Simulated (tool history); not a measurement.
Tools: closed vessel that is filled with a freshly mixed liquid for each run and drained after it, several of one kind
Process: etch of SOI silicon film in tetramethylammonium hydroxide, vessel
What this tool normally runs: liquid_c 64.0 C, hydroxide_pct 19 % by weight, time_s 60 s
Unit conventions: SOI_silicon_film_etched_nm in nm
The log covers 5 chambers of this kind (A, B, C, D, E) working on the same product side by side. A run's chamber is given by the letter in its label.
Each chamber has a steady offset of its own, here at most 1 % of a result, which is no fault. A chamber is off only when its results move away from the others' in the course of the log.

run	hour	liquid_c	hydroxide_pct	time_s	hours since the thermometer was replaced	hours since the hydroxide flow meter was replaced	read-back film thickness of the SOI silicon film reference wafer, read on the same gauge (nm)	SOI_silicon_film_etched_nm
1E	5.0	64.0	19	60	444.5	133.9	69.983	243.48
2D	11.9	64.0	19	60	533.5	528.4	69.998	240.11
3B	15.0	64.0	19	60	2478.2	1363.0	69.999	241.72
4C	18.1	64.0	19	60	969.5	463.2	69.963	246.73
5A	24.5	64.0	19	60	616.4	765.7	69.992	242.03
6A	29.8	64.0	19	60	621.7	771.0	69.985	242.49
7B	35.3	68.0	19	60	2498.5	1383.3	70.001	311.45
8E	40.4	68.0	19	60	479.9	169.3	70.025	306.31
9D	44.0	68.0	19	60	565.6	560.5	69.972	303.84
10C	48.9	68.0	19	60	1000.3	494.0	70.017	310.71
11B	55.8	68.0	19	60	2519.0	1403.8	69.985	308.05
# hour 58.8: chamber C: hydroxide flow meter replaced
12C	60.3	64.0	19	60	1011.7	1.5	69.995	241.77
13E	63.5	64.0	19	60	503.0	192.4	70.013	241.29
14D	67.1	64.0	19	60	588.7	583.6	69.954	237.42
15A	70.3	68.0	19	60	662.2	811.5	70.016	305.64
16B	75.4	68.0	19	60	2538.6	1423.4	69.994	307.06
17A	81.7	68.0	19	60	673.6	822.9	70.015	306.86
18E	85.8	68.0	19	60	525.3	214.7	70.003	309.13
19C	90.6	68.0	19	60	1042.0	31.8	70.032	307.52
20D	93.9	64.0	19	80	615.5	610.4	69.980	323.60
21A	99.8	64.0	19	80	691.7	841.0	69.987	320.11
22D	102.9	64.0	19	80	624.5	619.4	70.043	320.61
23B	108.5	64.0	19	80	2571.7	1456.5	69.967	322.54
24C	114.2	64.0	19	80	1065.6	55.4	69.978	323.42
25E	119.7	64.0	19	60	559.2	248.6	70.018	242.47
26E	124.6	64.0	19	60	564.1	253.5	69.972	239.75
27A	128.7	64.0	19	60	720.6	869.9	70.006	237.99
28D	132.0	64.0	19	60	653.6	648.5	70.007	244.98
29C	137.7	64.0	19	60	1089.1	78.9	70.022	243.05
30B	142.1	64.0	19	60	2605.3	1490.1	70.019	241.69
31C	148.9	69.5	19	60	1100.3	90.1	69.979	332.33
32E	152.7	69.5	19	60	592.2	281.6	70.010	336.06
33B	159.5	69.5	19	60	2622.7	1507.5	70.006	335.28
34A	162.9	69.5	19	60	754.8	904.1	70.019	333.18
35D	169.2	69.5	19	60	690.8	685.7	70.022	348.91
36E	173.3	59.5	19	40	612.8	302.2	69.989	122.20
37A	179.3	59.5	19	40	771.2	920.5	70.010	121.81
38D	182.7	59.5	19	40	704.3	699.2	69.985	127.79
39B	189.2	59.5	19	40	2652.4	1537.2	69.997	121.25

What goes on in this fleet: one chamber off, a drifting gauge, or nothing beyond the chambers' own small offsets? Name the chamber and the cause, if any.

One chamber, D, drifts off from the rest bit by bit.
What lies behind it: liquid hotter than its thermometer reads (K) = 0.878.
With only this log, it may be confused with: hydroxide flow below the setpoint (%).

Here are 4 candidates for chamber D's next run, each the usual settings with a change, their results left as question marks. Which one brings its results back in line with what the others give on the usual settings?
A result is in line if it is within this distance of the other chambers' mean on the usual settings: SOI_silicon_film_etched_nm 5.60 nm
40D-1	194.2	65.5	19.0	60				?
40D-2	194.2	64.0	22.5	60				?
40D-3	194.2	64.0	21.0	60				?
40D-4	194.2	64.0	17.0	60				?

Average result of the remaining chambers running the usual settings: SOI_silicon_film_etched_nm 241.00 nm
run	SOI_silicon_film_etched_nm
40D-1	276.78
40D-2	230.81
40D-3	241.50
40D-4	264.85
40D-3 is the one that brings the chamber's results back in line with the other chambers.
